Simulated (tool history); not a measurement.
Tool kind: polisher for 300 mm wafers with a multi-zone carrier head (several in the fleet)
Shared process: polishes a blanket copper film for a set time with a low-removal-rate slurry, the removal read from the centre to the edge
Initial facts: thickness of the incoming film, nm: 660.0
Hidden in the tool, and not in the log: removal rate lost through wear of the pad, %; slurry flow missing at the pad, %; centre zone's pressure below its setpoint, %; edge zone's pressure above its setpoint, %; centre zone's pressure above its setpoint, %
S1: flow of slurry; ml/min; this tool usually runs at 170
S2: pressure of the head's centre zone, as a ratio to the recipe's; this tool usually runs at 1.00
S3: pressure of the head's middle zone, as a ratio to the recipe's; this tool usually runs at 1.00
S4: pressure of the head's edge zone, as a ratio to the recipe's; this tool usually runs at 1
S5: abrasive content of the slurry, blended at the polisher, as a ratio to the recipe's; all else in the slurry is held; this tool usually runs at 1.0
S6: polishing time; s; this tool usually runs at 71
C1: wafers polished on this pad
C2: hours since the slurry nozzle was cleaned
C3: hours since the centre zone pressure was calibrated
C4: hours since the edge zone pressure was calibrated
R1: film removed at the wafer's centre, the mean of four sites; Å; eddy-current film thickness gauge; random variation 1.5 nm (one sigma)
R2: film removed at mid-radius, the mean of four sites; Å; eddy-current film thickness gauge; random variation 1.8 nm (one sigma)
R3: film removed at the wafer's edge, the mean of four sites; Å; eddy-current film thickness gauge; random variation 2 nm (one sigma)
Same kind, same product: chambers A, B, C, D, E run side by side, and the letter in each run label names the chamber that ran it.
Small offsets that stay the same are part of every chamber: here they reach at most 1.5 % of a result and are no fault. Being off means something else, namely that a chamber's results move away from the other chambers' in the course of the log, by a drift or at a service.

run 1C hour=5.5 | S1=170 S2=1.00 S3=1.00 S4=1 S5=1.0 S6=71 | C1=139 C2=133.2 C3=592.2 C4=1123.3 | R1=1683.2 R2=1657.5 R3=1662.5
run 2A hour=13.6 | S1=170 S2=1.00 S3=1.00 S4=1 S5=1.0 S6=71 | C1=902 C2=518.5 C3=269.2 C4=434.6 | R1=1635.0 R2=1706.0 R3=1658.1
run 3E hour=21.1 | S1=170 S2=1.00 S3=1.00 S4=1 S5=1.0 S6=71 | C1=1526 C2=390.0 C3=375.4 C4=245.8 | R1=1660.8 R2=1644.9 R3=1648.8
-- hour=23.2 chamber D: worn pad replaced by a new one
run 4D hour=26.3 | S1=170 S2=1.00 S3=1.00 S4=1 S5=1.0 S6=71 | C1=20 C2=160.2 C3=721.3 C4=1284.2 | R1=1658.1 R2=1635.0 R3=1653.0
run 5B hour=34.4 | S1=170 S2=0.93 S3=1.00 S4=1 S5=1.0 S6=71 | C1=376 C2=155.9 C3=172.1 C4=194.3 | R1=1522.0 R2=1636.3 R3=1651.0
-- hour=36.6 chamber E: worn pad replaced by a new one
-- hour=41.0 chamber A: worn pad replaced by a new one
run 6B hour=42.3 | S1=170 S2=0.93 S3=1.00 S4=1 S5=1.0 S6=71 | C1=428 C2=163.8 C3=180.0 C4=202.2 | R1=1549.5 R2=1675.9 R3=1645.9
run 7D hour=47.0 | S1=170 S2=0.93 S3=1.00 S4=1 S5=1.0 S6=71 | C1=155 C2=180.9 C3=742.0 C4=1304.9 | R1=1529.5 R2=1646.9 R3=1658.2
run 8E hour=51.5 | S1=170 S2=0.93 S3=1.00 S4=1 S5=1.0 S6=71 | C1=97 C2=420.4 C3=405.8 C4=276.2 | R1=1531.7 R2=1644.5 R3=1650.7
-- hour=54.5 chamber D: edge zone pressure recalibrated
run 9C hour=55.5 | S1=170 S2=0.93 S3=1.00 S4=1 S5=1.0 S6=71 | C1=464 C2=183.2 C3=642.2 C4=1173.3 | R1=1549.4 R2=1656.4 R3=1662.0
run 10A hour=63.7 | S1=170 S2=1.00 S3=1.00 S4=1 S5=1.0 S6=71 | C1=148 C2=568.6 C3=319.3 C4=484.7 | R1=1646.8 R2=1679.1 R3=1667.7
run 11E hour=68.4 | S1=170 S2=1.00 S3=1.00 S4=1 S5=1.0 S6=71 | C1=207 C2=437.3 C3=422.7 C4=293.1 | R1=1666.6 R2=1676.4 R3=1635.8
run 12B hour=72.8 | S1=170 S2=1.00 S3=1.00 S4=1 S5=1.0 S6=71 | C1=626 C2=194.3 C3=210.5 C4=232.7 | R1=1676.6 R2=1631.6 R3=1643.1
run 13D hour=81.1 | S1=170 S2=1.00 S3=1.00 S4=1 S5=1.0 S6=71 | C1=377 C2=215.0 C3=776.1 C4=26.6 | R1=1653.7 R2=1654.7 R3=1635.3
run 14A hour=85.0 | S1=170 S2=1.00 S3=1.00 S4=1 S5=1.0 S6=71 | C1=286 C2=589.9 C3=340.6 C4=506.0 | R1=1670.0 R2=1663.2 R3=1665.8
run 15C hour=90.8 | S1=170 S2=1.00 S3=1.00 S4=1 S5=1.0 S6=71 | C1=694 C2=218.5 C3=677.5 C4=1208.6 | R1=1668.4 R2=1656.0 R3=1631.1
-- hour=91.4 chamber B: worn pad replaced by a new one
run 16B hour=98.4 | S1=170 S2=1.00 S3=1.00 S4=1 S5=1.0 S6=71 | C1=45 C2=219.9 C3=236.1 C4=258.3 | R1=1649.8 R2=1660.4 R3=1660.9
run 17E hour=103.6 | S1=170 S2=1.00 S3=1.00 S4=1 S5=1.0 S6=71 | C1=436 C2=472.5 C3=457.9 C4=328.3 | R1=1663.5 R2=1637.5 R3=1646.3
run 18C hour=110.9 | S1=170 S2=1.00 S3=1.00 S4=1 S5=1.0 S6=49 | C1=825 C2=238.6 C3=697.6 C4=1228.7 | R1=1136.3 R2=1134.1 R3=1135.7
run 19A hour=119.5 | S1=170 S2=1.00 S3=1.00 S4=1 S5=1.0 S6=49 | C1=511 C2=624.4 C3=375.1 C4=540.5 | R1=1141.7 R2=1167.2 R3=1150.7
-- hour=122.5 chamber A: slurry nozzle cleaned
run 20D hour=125.3 | S1=170 S2=1.00 S3=1.00 S4=1 S5=1.0 S6=49 | C1=664 C2=259.2 C3=820.3 C4=70.8 | R1=1160.7 R2=1130.7 R3=1168.7
run 21E hour=129.8 | S1=170 S2=1.00 S3=1.00 S4=1 S5=1.0 S6=49 | C1=607 C2=498.7 C3=484.1 C4=354.5 | R1=1140.8 R2=1153.6 R3=1137.4
-- hour=132.9 chamber C: worn pad replaced by a new one
run 22A hour=134.7 | S1=170 S2=1.00 S3=1.00 S4=1 S5=1.0 S6=49 | C1=610 C2=12.2 C3=390.3 C4=555.7 | R1=1131.2 R2=1154.3 R3=1147.7
run 23C hour=138.9 | S1=170 S2=1.00 S3=1.11 S4=1 S5=0.8 S6=71 | C1=39 C2=266.6 C3=725.6 C4=1256.7 | R1=1609.6 R2=1738.4 R3=1597.2
run 24D hour=145.4 | S1=170 S2=1.00 S3=1.11 S4=1 S5=0.8 S6=71 | C1=795 C2=279.3 C3=840.4 C4=90.9 | R1=1582.6 R2=1775.4 R3=1553.2
run 25B hour=150.7 | S1=170 S2=1.00 S3=1.11 S4=1 S5=0.8 S6=71 | C1=386 C2=272.2 C3=288.4 C4=310.6 | R1=1596.8 R2=1771.6 R3=1590.2
run 26C hour=156.5 | S1=170 S2=1.00 S3=1.11 S4=1 S5=0.8 S6=71 | C1=154 C2=284.2 C3=743.2 C4=1274.3 | R1=1612.2 R2=1737.8 R3=1544.6
-- hour=164.3 chamber D: worn pad replaced by a new one
run 27E hour=164.8 | S1=170 S2=1.00 S3=1.11 S4=1 S5=0.8 S6=71 | C1=834 C2=533.7 C3=519.1 C4=389.5 | R1=1567.6 R2=1718.5 R3=1553.5
run 28B hour=169.6 | S1=170 S2=1.00 S3=1.00 S4=1 S5=1.0 S6=71 | C1=509 C2=291.1 C3=307.3 C4=329.5 | R1=1647.0 R2=1678.9 R3=1634.9
run 29A hour=173.7 | S1=170 S2=1.00 S3=1.00 S4=1 S5=1.0 S6=84 | C1=864 C2=51.2 C3=429.3 C4=594.7 | R1=1959.9 R2=1971.9 R3=1945.5
run 30D hour=180.7 | S1=170 S2=1.00 S3=1.00 S4=1 S5=1.0 S6=84 | C1=107 C2=314.6 C3=875.7 C4=126.2 | R1=1945.9 R2=1934.6 R3=1910.0
run 31E hour=187.4 | S1=170 S2=1.00 S3=1.00 S4=1 S5=1.0 S6=84 | C1=982 C2=556.3 C3=541.7 C4=412.1 | R1=1976.3 R2=1962.0 R3=1957.5
run 32C hour=191.4 | S1=170 S2=1.00 S3=1.00 S4=1 S5=1.0 S6=84 | C1=381 C2=319.1 C3=778.1 C4=1309.2 | R1=1967.4 R2=1966.6 R3=1946.9
run 33A hour=197.9 | S1=170 S2=1.00 S3=1.00 S4=1 S5=1.0 S6=84 | C1=1021 C2=75.4 C3=453.5 C4=618.9 | R1=1967.1 R2=1961.9 R3=1916.5

Which is it: a chamber that has drifted or been left off by a service, a gauge drift common to all chambers, or only each chamber's usual small offset? If a chamber is off, name it and its likeliest cause.

Neither any chamber nor the gauge drifts; the chambers differ only by their own small, steady offsets.
